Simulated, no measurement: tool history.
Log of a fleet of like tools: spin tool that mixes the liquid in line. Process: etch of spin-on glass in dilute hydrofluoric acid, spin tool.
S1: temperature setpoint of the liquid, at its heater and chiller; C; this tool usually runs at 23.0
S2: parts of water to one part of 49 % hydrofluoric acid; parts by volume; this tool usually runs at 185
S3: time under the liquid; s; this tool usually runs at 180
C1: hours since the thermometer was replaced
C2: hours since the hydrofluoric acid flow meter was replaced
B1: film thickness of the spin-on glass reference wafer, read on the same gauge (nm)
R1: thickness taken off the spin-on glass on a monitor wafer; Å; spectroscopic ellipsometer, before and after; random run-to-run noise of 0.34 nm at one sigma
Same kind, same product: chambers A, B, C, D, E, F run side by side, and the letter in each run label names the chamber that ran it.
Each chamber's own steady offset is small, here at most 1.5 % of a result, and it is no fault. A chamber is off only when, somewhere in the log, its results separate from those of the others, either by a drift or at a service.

run    day    S1   S2   S3      C1      C2      B1      R1
 1F  0.150  23.0  185  180   437.5   336.5  89.981  347.55
 2C  0.258  23.0  185  180  1409.1   142.2  89.988  339.23
 3D  0.367  23.0  185  180  1203.4  1128.4  89.990  343.47
 4A  0.458  23.0  185  180    11.9  1378.7  90.006  339.49
 5B  0.658  23.0  185  180    71.9  2245.5  90.037  346.26
     0.704  -- chamber E: thermometer replaced
 6E  0.825  23.0  185  180     3.0  1438.4  89.988  343.17
 7A  1.017  23.0  185  180    25.3  1392.1  90.027  337.15
 8D  1.171  23.0  185  180  1222.7  1147.7  89.998  348.68
 9C  1.279  23.0  185  180  1433.6   166.7  90.045  345.65
10E  1.421  19.5  185  180    17.3  1452.7  90.031  300.63
11B  1.617  19.5  185  180    94.9  2268.5  90.025  299.71
12F  1.742  19.5  185  180   475.7   374.7  90.044  306.36
13A  1.850  19.5  185  180    45.3  1412.1  89.998  294.23
14C  2.017  19.5  185  180  1451.3   184.4  90.009  302.53
15D  2.167  19.5  185  180  1246.6  1171.6  89.983  306.48
16E  2.321  23.0  185  180    38.9  1474.3  90.023  349.05
17B  2.471  23.0  185  180   115.4  2289.0  90.006  349.37
18F  2.654  23.0  185  180   497.6   396.6  89.996  353.65
19A  2.812  23.0  185  285    68.4  1435.2  89.980  541.19
20B  2.942  23.0  185  285   126.7  2300.3  89.994  557.40
21F  3.033  23.0  185  285   506.7   405.7  90.022  570.22
22C  3.188  23.0  185  285  1479.4   212.5  89.944  539.52
23E  3.338  23.0  185  285    63.3  1498.7  89.990  547.95
24D  3.446  23.0  185  285  1277.3  1202.3  89.987  549.50
25A  3.596  23.0  185  180    87.2  1454.0  89.962  340.35
     3.633  -- chamber E: hydrofluoric acid flow meter replaced
26D  3.754  23.0  185  180  1284.7  1209.7  89.987  350.20
27B  3.871  23.0  185  180   149.0  2322.6  90.018  352.35
28F  4.012  23.0  185  180   530.2   429.2  89.994  356.93
29E  4.212  18.0  100  180    84.3    13.9  90.017  568.27
30C  4.412  18.0  100  180  1508.8   241.9  89.985  562.32
31F  4.583  18.0  100  180   543.9   442.9  90.026  611.34
32E  4.700  18.0  100  180    96.0    25.6  90.009  570.74
33D  4.850  18.0  100  180  1311.0  1236.0  90.005  575.57
34A  4.967  18.0  100  180   120.1  1486.9  89.995  563.92
35C  5.125  23.0  185  180  1525.9   259.0  89.966  342.35
36B  5.225  23.0  185  180   181.5  2355.1  89.983  350.16
37A  5.342  23.0  185  215   129.1  1495.9  89.973  401.84
38B  5.496  23.0  185  215   188.0  2361.6  90.022  411.88
39D  5.600  23.0  185  215  1329.0  1254.0  89.986  413.43
40C  5.762  23.0  185  215  1541.2   274.3  89.974  408.71
41E  5.875  23.0  185  215   124.2    53.8  90.016  409.59
42F  6.062  23.0  185  215   579.4   478.4  89.997  449.96
43C  6.250  23.0  185  180  1552.9   286.0  89.987  349.22

Has any chamber moved away from the others, gradually or after a service, or does the common gauge drift, or do the chambers differ only by their own small steady offsets? State the chamber and the most likely cause if one applies.

It is chamber F that slowly wanders off from its peers.
Most likely cause: hydrofluoric acid flow above the setpoint (%) = 8.98.
From this log alone, it may not be told apart from: liquid hotter than its thermometer reads (K).

Here are 4 candidates for chamber F's next run, each the usual settings with a change, their results left as question marks. Which one brings its results back in line with what the others give on the usual settings?
A result is in line if it is within this distance of the other chambers' mean on the usual settings: R1 12.00 Å
44F-1  6.396  23.0  200  160               ?
44F-2  6.396  23.0  170  180               ?
44F-3  6.396  23.0  190  170               ?
44F-4  6.396  23.5  160  180               ?

Average result of the remaining chambers running the usual settings: R1 344.31 Å
  run      R1
44F-1  307.37
44F-2  419.01
44F-3  347.14
44F-4  458.30
The right change is 44F-3: it brings the chamber back within the allowed miss of the others.
